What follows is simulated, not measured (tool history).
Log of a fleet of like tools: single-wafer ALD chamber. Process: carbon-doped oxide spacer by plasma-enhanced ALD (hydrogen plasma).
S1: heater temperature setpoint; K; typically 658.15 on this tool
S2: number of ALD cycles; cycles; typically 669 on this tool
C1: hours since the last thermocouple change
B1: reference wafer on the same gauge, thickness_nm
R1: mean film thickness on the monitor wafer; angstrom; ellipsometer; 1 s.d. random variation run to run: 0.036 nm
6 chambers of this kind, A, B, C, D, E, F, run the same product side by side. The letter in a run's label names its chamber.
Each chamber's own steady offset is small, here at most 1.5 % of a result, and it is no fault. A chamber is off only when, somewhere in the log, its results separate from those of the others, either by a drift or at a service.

Run 1C, hour 3.5: usual settings; C1 885.1; B1 35.786. Result: R1 335.16 angstrom.
Run 2A, hour 7.2: usual settings; C1 1398.3; B1 35.796. Result: R1 336.94 angstrom.
Run 3B, hour 11.9: usual settings; C1 1596.1; B1 35.792. Result: R1 332.74 angstrom.
Run 4D, hour 16.2: usual settings; C1 562.5; B1 35.782. Result: R1 337.78 angstrom.
Run 5E, hour 19.1: usual settings; C1 715.7; B1 35.779. Result: R1 334.39 angstrom.
Run 6F, hour 22.0: usual settings but S1 671.15 K, S2 573 cycles; C1 313.2; B1 35.783. Result: R1 287.50 angstrom.
Run 7A, hour 25.3: usual settings but S1 671.15 K, S2 573 cycles; C1 1416.4; B1 35.776. Result: R1 288.97 angstrom.
Run 8E, hour 27.9: usual settings but S1 671.15 K, S2 573 cycles; C1 724.5; B1 35.775. Result: R1 286.65 angstrom.
Run 9F, hour 31.1: usual settings but S1 671.15 K, S2 573 cycles; C1 322.3; B1 35.774. Result: R1 287.12 angstrom.
Run 10D, hour 34.5: usual settings but S1 671.15 K, S2 573 cycles; C1 580.8; B1 35.761. Result: R1 288.95 angstrom.
Run 11C, hour 37.3: usual settings but S1 671.15 K, S2 573 cycles; C1 918.9; B1 35.752. Result: R1 287.02 angstrom.
Run 12B, hour 40.0: usual settings; C1 1624.2; B1 35.755. Result: R1 332.63 angstrom.
Run 13B, hour 42.3: usual settings; C1 1626.5; B1 35.756. Result: R1 333.03 angstrom.
Run 14F, hour 46.0: usual settings; C1 337.2; B1 35.749. Result: R1 335.72 angstrom.
Run 15D, hour 49.3: usual settings but S1 666.15 K; C1 595.6; B1 35.746. Result: R1 337.85 angstrom.
Run 16E, hour 52.9: usual settings but S1 666.15 K; C1 749.5; B1 35.742. Result: R1 333.65 angstrom.
Run 17C, hour 56.2: usual settings but S1 666.15 K; C1 937.8; B1 35.736. Result: R1 335.05 angstrom.
Run 18A, hour 59.2: usual settings but S1 666.15 K; C1 1450.3; B1 35.729. Result: R1 336.88 angstrom.
Run 19C, hour 62.6: usual settings but S1 666.15 K; C1 944.2; B1 35.727. Result: R1 334.27 angstrom.
Run 20F, hour 65.4: usual settings but S1 666.15 K; C1 356.6; B1 35.726. Result: R1 335.00 angstrom.
Run 21E, hour 68.0: usual settings; C1 764.6; B1 35.717. Result: R1 333.63 angstrom.
Run 22A, hour 70.7: usual settings; C1 1461.8; B1 35.707. Result: R1 336.38 angstrom.
Run 23B, hour 74.8: usual settings; C1 1659.0; B1 35.699. Result: R1 332.14 angstrom.
Run 24D, hour 77.3: usual settings; C1 623.6; B1 35.700. Result: R1 337.78 angstrom.
Run 25F, hour 79.9: usual settings; C1 371.1; B1 35.710. Result: R1 334.73 angstrom.
Run 26C, hour 82.8: usual settings; C1 964.4; B1 35.703. Result: R1 334.64 angstrom.
Run 27D, hour 85.7: usual settings; C1 632.0; B1 35.689. Result: R1 337.27 angstrom.
Run 28E, hour 88.7: usual settings; C1 785.3; B1 35.681. Result: R1 333.16 angstrom.
Run 29A, hour 92.9: usual settings; C1 1484.0; B1 35.678. Result: R1 336.37 angstrom.
Run 30B, hour 95.5: usual settings; C1 1679.7; B1 35.688. Result: R1 332.07 angstrom.
Run 31C, hour 98.1: usual settings; C1 979.7; B1 35.673. Result: R1 334.90 angstrom.
Run 32A, hour 100.9: usual settings; C1 1492.0; B1 35.678. Result: R1 336.28 angstrom.
Run 33D, hour 104.0: usual settings; C1 650.3; B1 35.678. Result: R1 337.21 angstrom.
Run 34F, hour 107.8: usual settings; C1 399.0; B1 35.668. Result: R1 334.34 angstrom.
Run 35B, hour 112.5: usual settings; C1 1696.7; B1 35.662. Result: R1 331.87 angstrom.
Run 36E, hour 114.7: usual settings; C1 811.3; B1 35.662. Result: R1 333.13 angstrom.
Run 37E, hour 118.2: usual settings; C1 814.8; B1 35.652. Result: R1 333.33 angstrom.
Run 38A, hour 122.8: usual settings; C1 1513.9; B1 35.647. Result: R1 335.76 angstrom.
Run 39B, hour 127.1: usual settings; C1 1711.3; B1 35.649. Result: R1 332.13 angstrom.
Run 40D, hour 130.2: usual settings; C1 676.5; B1 35.650. Result: R1 336.26 angstrom.

What goes on in this fleet: one chamber off, a drifting gauge, or nothing beyond the chambers' own small offsets? Name the chamber and the cause, if any.

The shared gauge is drifting. All chambers look as if they move in step, but none is off.
Cause: gauge reads low (%) = 0.446.
